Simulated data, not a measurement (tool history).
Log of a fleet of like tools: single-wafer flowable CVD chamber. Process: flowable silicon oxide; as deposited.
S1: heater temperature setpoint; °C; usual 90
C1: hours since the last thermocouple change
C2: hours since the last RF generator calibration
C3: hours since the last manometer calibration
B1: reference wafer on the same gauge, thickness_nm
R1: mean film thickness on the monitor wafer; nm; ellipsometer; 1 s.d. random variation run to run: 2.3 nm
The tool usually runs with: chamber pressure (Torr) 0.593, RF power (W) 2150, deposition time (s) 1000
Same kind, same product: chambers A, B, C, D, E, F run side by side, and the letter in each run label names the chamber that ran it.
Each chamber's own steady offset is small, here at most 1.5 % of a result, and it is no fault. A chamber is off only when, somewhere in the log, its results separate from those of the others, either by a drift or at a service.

run 1D hour=8.9 | S1=90 chamber_pressure_(Torr)=0.593 RF_power_(W)=2150 deposition_time_(s)=1000 | C1=555.2 C2=459.2 C3=1258.8 | B1=623.92 | R1=578.11
run 2C hour=20.2 | S1=90 chamber_pressure_(Torr)=0.593 RF_power_(W)=2150 deposition_time_(s)=1000 | C1=730.1 C2=192.4 C3=592.6 | B1=624.07 | R1=572.82
run 3A hour=30.7 | S1=90 chamber_pressure_(Torr)=0.593 RF_power_(W)=2150 deposition_time_(s)=1000 | C1=1152.4 C2=781.3 C3=1166.7 | B1=623.62 | R1=566.91
run 4E hour=38.6 | S1=90 chamber_pressure_(Torr)=0.593 RF_power_(W)=2150 deposition_time_(s)=1000 | C1=431.3 C2=323.1 C3=1759.0 | B1=624.22 | R1=562.08
run 5B hour=44.9 | S1=90 chamber_pressure_(Torr)=0.593 RF_power_(W)=2150 deposition_time_(s)=1000 | C1=517.7 C2=1708.3 C3=1454.2 | B1=623.89 | R1=571.25
run 6F hour=53.6 | S1=90 chamber_pressure_(Torr)=0.593 RF_power_(W)=2150 deposition_time_(s)=1080 | C1=1273.9 C2=2110.9 C3=768.8 | B1=623.90 | R1=619.72
run 7F hour=59.8 | S1=90 chamber_pressure_(Torr)=0.593 RF_power_(W)=2150 deposition_time_(s)=1080 | C1=1280.1 C2=2117.1 C3=775.0 | B1=623.05 | R1=618.29
run 8C hour=69.1 | S1=90 chamber_pressure_(Torr)=0.593 RF_power_(W)=2150 deposition_time_(s)=1080 | C1=779.0 C2=241.3 C3=641.5 | B1=624.59 | R1=618.18
run 9E hour=80.5 | S1=90 chamber_pressure_(Torr)=0.593 RF_power_(W)=2150 deposition_time_(s)=1080 | C1=473.2 C2=365.0 C3=1800.9 | B1=624.38 | R1=611.69
run 10A hour=86.5 | S1=90 chamber_pressure_(Torr)=0.593 RF_power_(W)=2150 deposition_time_(s)=1080 | C1=1208.2 C2=837.1 C3=1222.5 | B1=624.03 | R1=619.09
run 11D hour=93.5 | S1=90 chamber_pressure_(Torr)=0.593 RF_power_(W)=2150 deposition_time_(s)=1080 | C1=639.8 C2=543.8 C3=1343.4 | B1=624.63 | R1=623.32
run 12B hour=100.6 | S1=90 chamber_pressure_(Torr)=0.648 RF_power_(W)=2150 deposition_time_(s)=1100 | C1=573.4 C2=1764.0 C3=1509.9 | B1=624.59 | R1=710.47
-- hour=104.2 chamber A: thermocouple changed; heater temperature recalibrated
run 13A hour=106.3 | S1=90 chamber_pressure_(Torr)=0.648 RF_power_(W)=2150 deposition_time_(s)=1100 | C1=2.1 C2=856.9 C3=1242.3 | B1=624.88 | R1=707.50
run 14E hour=112.4 | S1=90 chamber_pressure_(Torr)=0.648 RF_power_(W)=2150 deposition_time_(s)=1100 | C1=505.1 C2=396.9 C3=1832.8 | B1=623.92 | R1=705.33
run 15D hour=119.9 | S1=90 chamber_pressure_(Torr)=0.648 RF_power_(W)=2150 deposition_time_(s)=1100 | C1=666.2 C2=570.2 C3=1369.8 | B1=623.79 | R1=721.92
run 16F hour=128.7 | S1=90 chamber_pressure_(Torr)=0.648 RF_power_(W)=2150 deposition_time_(s)=1100 | C1=1349.0 C2=2186.0 C3=843.9 | B1=623.86 | R1=716.45
run 17C hour=137.2 | S1=90 chamber_pressure_(Torr)=0.648 RF_power_(W)=2150 deposition_time_(s)=1100 | C1=847.1 C2=309.4 C3=709.6 | B1=623.52 | R1=707.98
run 18B hour=147.7 | S1=90 chamber_pressure_(Torr)=0.593 RF_power_(W)=2150 deposition_time_(s)=1000 | C1=620.5 C2=1811.1 C3=1557.0 | B1=624.93 | R1=562.64
run 19F hour=153.0 | S1=90 chamber_pressure_(Torr)=0.593 RF_power_(W)=2150 deposition_time_(s)=1140 | C1=1373.3 C2=2210.3 C3=868.2 | B1=623.91 | R1=650.59
run 20B hour=160.4 | S1=90 chamber_pressure_(Torr)=0.593 RF_power_(W)=2150 deposition_time_(s)=1140 | C1=633.2 C2=1823.8 C3=1569.7 | B1=624.00 | R1=640.08
run 21C hour=168.8 | S1=90 chamber_pressure_(Torr)=0.593 RF_power_(W)=2150 deposition_time_(s)=1140 | C1=878.7 C2=341.0 C3=741.2 | B1=623.76 | R1=651.27
run 22E hour=178.6 | S1=90 chamber_pressure_(Torr)=0.593 RF_power_(W)=2150 deposition_time_(s)=1140 | C1=571.3 C2=463.1 C3=1899.0 | B1=624.58 | R1=646.91
run 23A hour=189.5 | S1=90 chamber_pressure_(Torr)=0.593 RF_power_(W)=2150 deposition_time_(s)=1140 | C1=85.3 C2=940.1 C3=1325.5 | B1=624.34 | R1=650.62
run 24D hour=196.0 | S1=90 chamber_pressure_(Torr)=0.593 RF_power_(W)=2150 deposition_time_(s)=1140 | C1=742.3 C2=646.3 C3=1445.9 | B1=624.01 | R1=660.11
run 25A hour=204.6 | S1=90 chamber_pressure_(Torr)=0.593 RF_power_(W)=2150 deposition_time_(s)=820 | C1=100.4 C2=955.2 C3=1340.6 | B1=624.27 | R1=466.37
run 26F hour=211.1 | S1=90 chamber_pressure_(Torr)=0.593 RF_power_(W)=2150 deposition_time_(s)=820 | C1=1431.4 C2=2268.4 C3=926.3 | B1=623.43 | R1=474.20
run 27D hour=216.2 | S1=90 chamber_pressure_(Torr)=0.593 RF_power_(W)=2150 deposition_time_(s)=820 | C1=762.5 C2=666.5 C3=1466.1 | B1=623.99 | R1=476.87
run 28B hour=227.5 | S1=90 chamber_pressure_(Torr)=0.593 RF_power_(W)=2150 deposition_time_(s)=820 | C1=700.3 C2=1890.9 C3=1636.8 | B1=623.52 | R1=455.03
run 29E hour=237.3 | S1=90 chamber_pressure_(Torr)=0.593 RF_power_(W)=2150 deposition_time_(s)=820 | C1=630.0 C2=521.8 C3=1957.7 | B1=623.86 | R1=460.51
run 30C hour=243.6 | S1=90 chamber_pressure_(Torr)=0.593 RF_power_(W)=2150 deposition_time_(s)=820 | C1=953.5 C2=415.8 C3=816.0 | B1=623.51 | R1=468.87
-- hour=250.8 chamber F: RF generator calibrated
run 31C hour=253.7 | S1=90 chamber_pressure_(Torr)=0.593 RF_power_(W)=2150 deposition_time_(s)=1000 | C1=963.6 C2=425.9 C3=826.1 | B1=624.23 | R1=570.51
run 32D hour=264.9 | S1=90 chamber_pressure_(Torr)=0.593 RF_power_(W)=2150 deposition_time_(s)=1000 | C1=811.2 C2=715.2 C3=1514.8 | B1=624.34 | R1=578.91
run 33E hour=275.7 | S1=90 chamber_pressure_(Torr)=0.593 RF_power_(W)=2150 deposition_time_(s)=1000 | C1=668.4 C2=560.2 C3=1996.1 | B1=624.53 | R1=564.42
run 34A hour=284.6 | S1=90 chamber_pressure_(Torr)=0.593 RF_power_(W)=2400 deposition_time_(s)=1000 | C1=180.4 C2=1035.2 C3=1420.6 | B1=624.77 | R1=578.14
run 35B hour=292.4 | S1=90 chamber_pressure_(Torr)=0.593 RF_power_(W)=2400 deposition_time_(s)=1000 | C1=765.2 C2=1955.8 C3=1701.7 | B1=624.08 | R1=559.24
run 36F hour=302.1 | S1=90 chamber_pressure_(Torr)=0.593 RF_power_(W)=2400 deposition_time_(s)=1000 | C1=1522.4 C2=51.3 C3=1017.3 | B1=623.94 | R1=583.94
run 37E hour=311.3 | S1=90 chamber_pressure_(Torr)=0.593 RF_power_(W)=2400 deposition_time_(s)=1000 | C1=704.0 C2=595.8 C3=2031.7 | B1=624.12 | R1=574.20

Is one chamber out of step, is the gauge drifting, or do the chambers differ by no more than their own small offsets? For an off chamber, give its letter and the likeliest cause.

Chamber B drifts away from the others.
Most likely cause: true pressure below the setpoint (%) = 3.47.
From this log alone, it may not be told apart from: wafer temperature above the value expected at the setpoint (K).

Chamber B could run next with any of the 4 candidate recipes listed below; each alters the usual settings, and their results appear as question marks. Which one brings its results back in line with what the other chambers deliver on the usual settings?
In-line tolerance around the mean of the other chambers on the usual settings: R1 8.10 nm
run 38B-1 hour=319.7 | S1=91 chamber_pressure_(Torr)=0.593 RF_power_(W)=2150 deposition_time_(s)=990 | R1=?
run 38B-2 hour=319.7 | S1=90 chamber_pressure_(Torr)=0.593 RF_power_(W)=2425 deposition_time_(s)=1000 | R1=?
run 38B-3 hour=319.7 | S1=89 chamber_pressure_(Torr)=0.600 RF_power_(W)=2150 deposition_time_(s)=1000 | R1=?
run 38B-4 hour=319.7 | S1=90 chamber_pressure_(Torr)=0.586 RF_power_(W)=2150 deposition_time_(s)=990 | R1=?

Usual-settings mean across the other chambers: R1 573.05 nm
run=38B-1 R1=521.72
run=38B-2 R1=555.95
run=38B-3 R1=571.14
run=38B-4 R1=530.66
38B-3 is the one that brings the chamber's results back in line with the other chambers.
